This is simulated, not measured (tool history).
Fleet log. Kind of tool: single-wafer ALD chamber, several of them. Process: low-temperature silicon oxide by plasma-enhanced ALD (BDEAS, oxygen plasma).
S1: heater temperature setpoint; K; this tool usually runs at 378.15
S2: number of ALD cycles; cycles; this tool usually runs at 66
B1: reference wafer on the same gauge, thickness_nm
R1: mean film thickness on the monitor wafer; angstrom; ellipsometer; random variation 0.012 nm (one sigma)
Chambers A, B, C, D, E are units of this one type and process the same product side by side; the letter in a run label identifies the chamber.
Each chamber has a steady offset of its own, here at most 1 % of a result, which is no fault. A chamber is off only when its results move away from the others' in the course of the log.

Run 1C, hour 3.1: usual settings; B1 8.3008. Result: R1 92.872 angstrom.
Run 2D, hour 6.9: usual settings; B1 8.2981. Result: R1 92.620 angstrom.
Run 3E, hour 10.7: usual settings; B1 8.2962. Result: R1 93.646 angstrom.
Run 4A, hour 15.5: usual settings; B1 8.2965. Result: R1 92.371 angstrom.
Run 5B, hour 18.9: usual settings; B1 8.2965. Result: R1 93.185 angstrom.
Run 6C, hour 21.7: usual settings; B1 8.2952. Result: R1 92.689 angstrom.
Run 7B, hour 27.0: usual settings but S1 384.15 K, S2 60 cycles; B1 8.2943. Result: R1 84.024 angstrom.
Run 8E, hour 31.0: usual settings but S1 384.15 K, S2 60 cycles; B1 8.2922. Result: R1 84.397 angstrom.
Run 9A, hour 35.1: usual settings but S1 384.15 K, S2 60 cycles; B1 8.2903. Result: R1 83.142 angstrom.
Run 10D, hour 40.8: usual settings but S1 384.15 K, S2 60 cycles; B1 8.2867. Result: R1 83.249 angstrom.
Run 11C, hour 46.8: usual settings but S1 384.15 K, S2 60 cycles; B1 8.2885. Result: R1 83.447 angstrom.
Run 12B, hour 50.2: usual settings; B1 8.2845. Result: R1 93.319 angstrom.
Run 13A, hour 53.3: usual settings; B1 8.2860. Result: R1 92.672 angstrom.
Run 14E, hour 59.3: usual settings; B1 8.2854. Result: R1 93.632 angstrom.
Run 15D, hour 65.4: usual settings; B1 8.2814. Result: R1 92.594 angstrom.
Run 16C, hour 70.7: usual settings; B1 8.2845. Result: R1 92.623 angstrom.
Run 17D, hour 75.9: usual settings but S1 370.15 K; B1 8.2803. Result: R1 94.545 angstrom.
Run 18E, hour 79.7: usual settings but S1 370.15 K; B1 8.2820. Result: R1 95.418 angstrom.
Run 19B, hour 85.5: usual settings but S1 370.15 K; B1 8.2801. Result: R1 95.315 angstrom.
Run 20A, hour 89.9: usual settings but S1 370.15 K; B1 8.2753. Result: R1 94.251 angstrom.
Run 21A, hour 95.9: usual settings but S1 370.15 K; B1 8.2743. Result: R1 94.635 angstrom.
Run 22D, hour 100.8: usual settings; B1 8.2731. Result: R1 92.440 angstrom.
Run 23C, hour 103.7: usual settings but S1 392.15 K, S2 55 cycles; B1 8.2747. Result: R1 75.177 angstrom.
Run 24E, hour 108.5: usual settings but S1 392.15 K, S2 55 cycles; B1 8.2708. Result: R1 76.074 angstrom.
Run 25B, hour 111.5: usual settings but S1 392.15 K, S2 55 cycles; B1 8.2707. Result: R1 75.490 angstrom.
Run 26C, hour 116.4: usual settings but S1 392.15 K, S2 55 cycles; B1 8.2697. Result: R1 74.951 angstrom.
Run 27A, hour 119.9: usual settings but S1 392.15 K, S2 55 cycles; B1 8.2682. Result: R1 75.084 angstrom.
Run 28D, hour 122.9: usual settings; B1 8.2669. Result: R1 92.504 angstrom.
Run 29E, hour 127.2: usual settings; B1 8.2665. Result: R1 93.682 angstrom.
Run 30B, hour 132.3: usual settings but S1 392.15 K; B1 8.2653. Result: R1 90.717 angstrom.
Run 31E, hour 138.3: usual settings but S1 392.15 K; B1 8.2650. Result: R1 91.087 angstrom.
Run 32A, hour 144.0: usual settings but S1 392.15 K; B1 8.2601. Result: R1 90.076 angstrom.
Run 33D, hour 149.7: usual settings but S1 392.15 K; B1 8.2597. Result: R1 90.016 angstrom.
Run 34B, hour 155.0: usual settings but S1 392.15 K; B1 8.2586. Result: R1 90.720 angstrom.
Run 35C, hour 159.8: usual settings; B1 8.2549. Result: R1 92.360 angstrom.

All 5 chambers run these settings next. Forecast each chamber's results:
Run 36A, hour 164.2: usual settings but S1 370.15 K. Result: R1 ?.
Run 36B, hour 164.2: usual settings but S1 370.15 K. Result: R1 ?.
Run 36C, hour 164.2: usual settings but S1 370.15 K. Result: R1 ?.
Run 36D, hour 164.2: usual settings but S1 370.15 K. Result: R1 ?.
Run 36E, hour 164.2: usual settings but S1 370.15 K. Result: R1 ?.

run      R1
36A  94.012
36B  95.019
36C  94.039
36D  94.069
36E  95.391

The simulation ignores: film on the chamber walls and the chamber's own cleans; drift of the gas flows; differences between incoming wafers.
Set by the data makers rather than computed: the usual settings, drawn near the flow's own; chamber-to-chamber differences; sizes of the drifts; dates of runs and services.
